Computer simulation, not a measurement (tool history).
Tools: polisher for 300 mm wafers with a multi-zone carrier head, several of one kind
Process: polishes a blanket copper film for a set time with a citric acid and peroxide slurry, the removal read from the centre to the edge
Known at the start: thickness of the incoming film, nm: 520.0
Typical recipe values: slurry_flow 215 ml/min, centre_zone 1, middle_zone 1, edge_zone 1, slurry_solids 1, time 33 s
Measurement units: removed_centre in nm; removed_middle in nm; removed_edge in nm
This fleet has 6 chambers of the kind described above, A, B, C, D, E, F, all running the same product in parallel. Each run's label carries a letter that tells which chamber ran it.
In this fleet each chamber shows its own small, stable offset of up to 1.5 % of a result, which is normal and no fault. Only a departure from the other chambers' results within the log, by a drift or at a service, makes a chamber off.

run,hour,slurry_flow,centre_zone,middle_zone,edge_zone,slurry_solids,time,wafers polished on this pad,hours since the slurry nozzle was cleaned,hours since the centre zone pressure was calibrated,hours since the edge zone pressure was calibrated,removed_centre,removed_middle,removed_edge
# hour 1.6: chamber D: worn pad replaced by a new one
1A,6.1,215,1,1,1,1,33,219,679.6,318,481.9,73.317,74.019,74.144
2E,12.2,215,1,1,1,1,33,765,371.7,728.7,953.5,72.325,72.803,74.213
# hour 13.5: chamber A: slurry nozzle cleaned
# hour 16.7: chamber B: worn pad replaced by a new one
3B,19.3,215,1,1,1,1,33,22,78.8,272.4,843,72.545,73.597,73.632
# hour 19.6: chamber B: edge zone pressure recalibrated
# hour 20.6: chamber F: worn pad replaced by a new one
# hour 24.6: chamber E: worn pad replaced by a new one
4C,25.2,215,1,1,1,1,33,977,251.1,1116.8,411,73.195,72.828,73.398
5D,29.8,215,1,1,1,1,33,240,98.2,747.3,590,73.05,72.566,71.98
6F,35.1,215,1,1,1,1,33,123,155.7,328.5,677.5,73.417,72.793,73.588
7F,40.7,215,1,1,1,1,33,171,161.3,334.1,683.1,72.532,73.604,72.489
8A,47.2,215,1,1,1.09,1,23,568,33.8,359.1,523,50.663,51.276,53.925
9E,53,215,1,1,1.09,1,23,241,412.5,769.5,994.3,50.418,50.177,52.749
# hour 57.9: chamber A: worn pad replaced by a new one
10B,58.4,215,1,1,1.09,1,23,354,117.9,311.5,38.8,51.192,51.36,53.149
11C,65.7,215,1,1,1.09,1,23,1321,291.6,1157.3,451.5,51.115,50.054,52.291
# hour 68.7: chamber C: worn pad replaced by a new one
12D,70.4,215,1,1,1.09,1,23,585,138.8,787.9,630.6,50.145,50.055,52.326
# hour 74.7: chamber E: slurry nozzle cleaned
13A,75,215,1,1,1.09,1,23,145,61.6,386.9,550.8,50.909,51.29,52.808
# hour 75.7: chamber B: worn pad replaced by a new one
14B,79.4,215,1,1,1,1,33,32,138.9,332.5,59.8,73.631,73.276,74.654
15C,83.8,215,1,1,1,1,33,128,309.7,1175.4,469.6,73.781,72.93,75.183
16D,89,215,1,1,1,1,33,743,157.4,806.5,649.2,73.537,72.678,71.869
17E,92.6,215,1,1,1,1,33,577,18,809.1,1033.9,74.197,72.302,73.311
# hour 93: chamber A: edge zone pressure recalibrated
18F,97.6,215,1,1,1,1,33,654,218.2,391,740,71.241,73.23,72.087
19C,102.5,215,1,1,1,1,33,287,328.4,1194.1,488.3,73.634,72.544,75.247
20A,106.7,215,1,1,1,1,33,414,93.3,418.6,13.8,72.973,74.046,72.58
# hour 109.5: chamber C: centre zone pressure recalibrated
21B,110.6,215,1,1,1,1,33,297,170.1,363.7,91,71.799,71.825,73.28
22D,117.4,215,1,1,1,1,33,984,185.8,834.9,677.6,73.072,71.674,73.661
23F,122.6,215,1,1,1,0.85,44,867,243.2,416,765,93.562,94.291,94.605
24E,126.3,215,1,1,1,0.85,44,863,51.7,842.8,1067.6,93.757,92.901,93.831
25D,129.8,215,1,1,1,0.85,44,1089,198.2,847.3,690,93.303,92.627,93.014
# hour 134.4: chamber E: worn pad replaced by a new one
26A,135.9,215,1,1,1,0.85,44,662,122.5,447.8,43,95.218,94.053,93.376
# hour 136.4: chamber B: worn pad replaced by a new one
# hour 136.7: chamber A: worn pad replaced by a new one
27F,142.5,215,1,1,1,0.85,44,1036,263.1,435.9,784.9,95.679,94.394,93.378
28E,150.4,215,1,1,1,0.85,44,136,75.8,866.9,1091.7,93.808,93.745,93.432
29B,154.8,215,1,1,1,1,33,156,214.3,407.9,135.2,73.082,73.023,72.151
30C,159.8,215,1,1,1,1,33,774,385.7,50.4,545.6,81.461,72.088,73.499
31F,167.1,215,1,1,1,1,33,1245,287.7,460.5,809.5,73.351,73.397,73.624
# hour 170: chamber D: worn pad replaced by a new one
# hour 172.4: chamber F: worn pad replaced by a new one
32C,173.4,215,1,0.92,0.89,1,33,890,399.3,64,559.2,82.85,67.991,71.362
33D,178.9,215,1,0.92,0.89,1,33,75,247.3,896.4,739.1,72.954,67.453,68.471
34A,182.6,215,1,0.92,0.89,1,33,390,169.2,494.5,89.7,74.284,68.14,67.598
35B,187.8,215,1,0.92,0.89,1,33,437,247.3,440.9,168.2,72.111,69.01,70.514
36E,191.5,215,1,0.92,0.89,1,33,485,116.9,908,1132.8,73.331,68.185,68.561
37F,195.5,215,1,0.92,0.89,1,33,196,316.1,488.9,837.9,73.067,68.375,67.674
# hour 196.6: chamber C: worn pad replaced by a new one
38B,200.2,215,1,1,1,1,33,542,259.7,453.3,180.6,73.007,73.694,73.361
39C,206.1,215,1,1,1.06,1,33,80,432,96.7,591.9,81.951,72.257,75.691
40E,212.9,215,1,1,1.06,1,33,667,138.3,929.4,1154.2,72.051,73.24,73.623

Each of the 6 chambers runs these same settings next. Fill in every chamber's results:
41A,218.6,215,1,1,1,1,33,,,,,?,?,?
41B,218.6,215,1,1,1,1,33,,,,,?,?,?
41C,218.6,215,1,1,1,1,33,,,,,?,?,?
41D,218.6,215,1,1,1,1,33,,,,,?,?,?
41E,218.6,215,1,1,1,1,33,,,,,?,?,?
41F,218.6,215,1,1,1,1,33,,,,,?,?,?

run,removed_centre,removed_middle,removed_edge
41A,72.767,73.462,74.513
41B,73.367,73.895,72.062
41C,81.81,71.456,75.336
41D,74.074,73.207,74.953
41E,72.283,72.146,72.889
41F,74.106,72.406,73.405

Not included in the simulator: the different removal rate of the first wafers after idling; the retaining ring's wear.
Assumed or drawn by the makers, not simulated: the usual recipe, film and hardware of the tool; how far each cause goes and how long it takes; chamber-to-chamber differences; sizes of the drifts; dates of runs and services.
